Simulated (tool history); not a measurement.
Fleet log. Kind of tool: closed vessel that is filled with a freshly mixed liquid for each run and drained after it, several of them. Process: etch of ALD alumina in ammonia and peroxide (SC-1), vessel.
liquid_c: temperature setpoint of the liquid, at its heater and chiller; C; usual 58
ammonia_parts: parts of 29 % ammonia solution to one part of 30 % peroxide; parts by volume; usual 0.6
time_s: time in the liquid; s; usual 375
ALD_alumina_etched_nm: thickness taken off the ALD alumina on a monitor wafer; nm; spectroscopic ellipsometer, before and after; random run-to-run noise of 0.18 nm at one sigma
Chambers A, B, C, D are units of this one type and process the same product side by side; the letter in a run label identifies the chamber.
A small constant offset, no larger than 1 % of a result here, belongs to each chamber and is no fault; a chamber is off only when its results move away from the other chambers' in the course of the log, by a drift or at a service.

run   hour  liquid_c  ammonia_parts  time_s  hours since the thermometer was replaced  hours since the ammonia flow meter was replaced  hours since the drum of ammonia solution was connected  read-back film thickness of the ALD alumina reference wafer, read on the same gauge (nm)  ALD_alumina_etched_nm
 1D    8.9        58            0.6     375                                    1650.1                                            992.7                                                   128.6                                                                                    149.99                 30.162
 2A   19.3        58            0.6     375                                    1319.3                                            714.3                                                     188                                                                                    149.96                 30.385
 3C   30.4        58            0.6     375                                    1776.6                                            617.5                                                      90                                                                                       150                 30.258
 4B   41.3        58            0.6     375                                     860.8                                           1492.4                                                   274.2                                                                                    150.04                 29.578
 5D   48.7        58            0.6     375                                    1689.9                                           1032.5                                                   168.4                                                                                    150.01                 30.584
 6C     57        58            0.6     295                                    1803.2                                            644.1                                                   116.6                                                                                    149.99                 23.941
 7A   62.2        58            0.6     295                                    1362.2                                            757.2                                                   230.9                                                                                    150.02                 24.068
 8B   70.3        58            0.6     295                                     889.8                                           1521.4                                                   303.2                                                                                    150.02                 23.797
 9A   81.1        58            0.6     295                                    1381.1                                            776.1                                                   249.8                                                                                    149.99                 23.922
10D   90.5        58            0.6     375                                    1731.7                                           1074.3                                                   210.2                                                                                    149.98                  30.39
      95.7  -- chamber B: ammonia flow meter replaced
11B   99.3        58            0.6     375                                     918.8                                              3.7                                                   332.2                                                                                       150                 30.214
12C  107.2        58            0.6     375                                    1853.4                                            694.3                                                   166.8                                                                                    149.99                  30.01
     114.2  -- chamber D: ammonia flow meter replaced
13B  116.7        58            0.6     375                                     936.2                                             21.1                                                   349.6                                                                                       150                 30.258
14D  126.5        58           0.35     375                                    1767.7                                             12.3                                                   246.2                                                                                    149.99                 28.774
15C  136.1        58           0.35     375                                    1882.3                                            723.2                                                   195.7                                                                                    150.03                 28.872
16A    142        58           0.35     375                                      1442                                              837                                                   310.7                                                                                    149.97                 28.897
17A  148.9        58           0.35     375                                    1448.9                                            843.9                                                   317.6                                                                                    150.02                  29.02
18C  160.1        58            0.6     375                                    1906.3                                            747.2                                                   219.7                                                                                    149.98                 30.149
19D  169.9        58            0.6     375                                    1811.1                                             55.7                                                   289.6                                                                                    150.03                 31.077
     176.9  -- chamber A: ammonia flow meter replaced
20B  177.8        58            0.6     375                                     997.3                                             82.2                                                   410.7                                                                                    149.98                 29.805
21D  183.5        58            0.6     375                                    1824.7                                             69.3                                                   303.2                                                                                       150                 30.527
22C  193.7        58            0.6     375                                    1939.9                                            780.8                                                   253.3                                                                                    149.99                 30.564
23B  201.2        58            0.6     375                                    1020.7                                            105.6                                                   434.1                                                                                    149.99                 29.984
24A  212.4        58            0.6     375                                    1512.4                                             35.6                                                   381.1                                                                                    149.99                 30.753
25B  219.1        58            0.6     375                                    1038.6                                            123.5                                                     452                                                                                    149.97                 29.886
26D  226.8        58            0.6     375                                      1868                                            112.6                                                   346.5                                                                                    150.03                 30.806
27A  235.1        58            0.6     375                                    1535.1                                             58.3                                                   403.8                                                                                       150                 30.346
28C  244.1        58            0.6     375                                    1990.3                                            831.2                                                   303.7                                                                                    149.98                  30.35
29D  254.5        58            0.6     375                                    1895.7                                            140.3                                                   374.2                                                                                    149.97                 31.177

Predict what each chamber gives when all 4 of them run the settings below next.
30A  262.5        58            0.6     165                                                                                                                                                                                                                                                                   ?
30B  262.5        58            0.6     165                                                                                                                                                                                                                                                                   ?
30C  262.5        58            0.6     165                                                                                                                                                                                                                                                                   ?
30D  262.5        58            0.6     165                                                                                                                                                                                                                                                                   ?

run  ALD_alumina_etched_nm
30A                 13.402
30B                 13.232
30C                 13.349
30D                   13.9
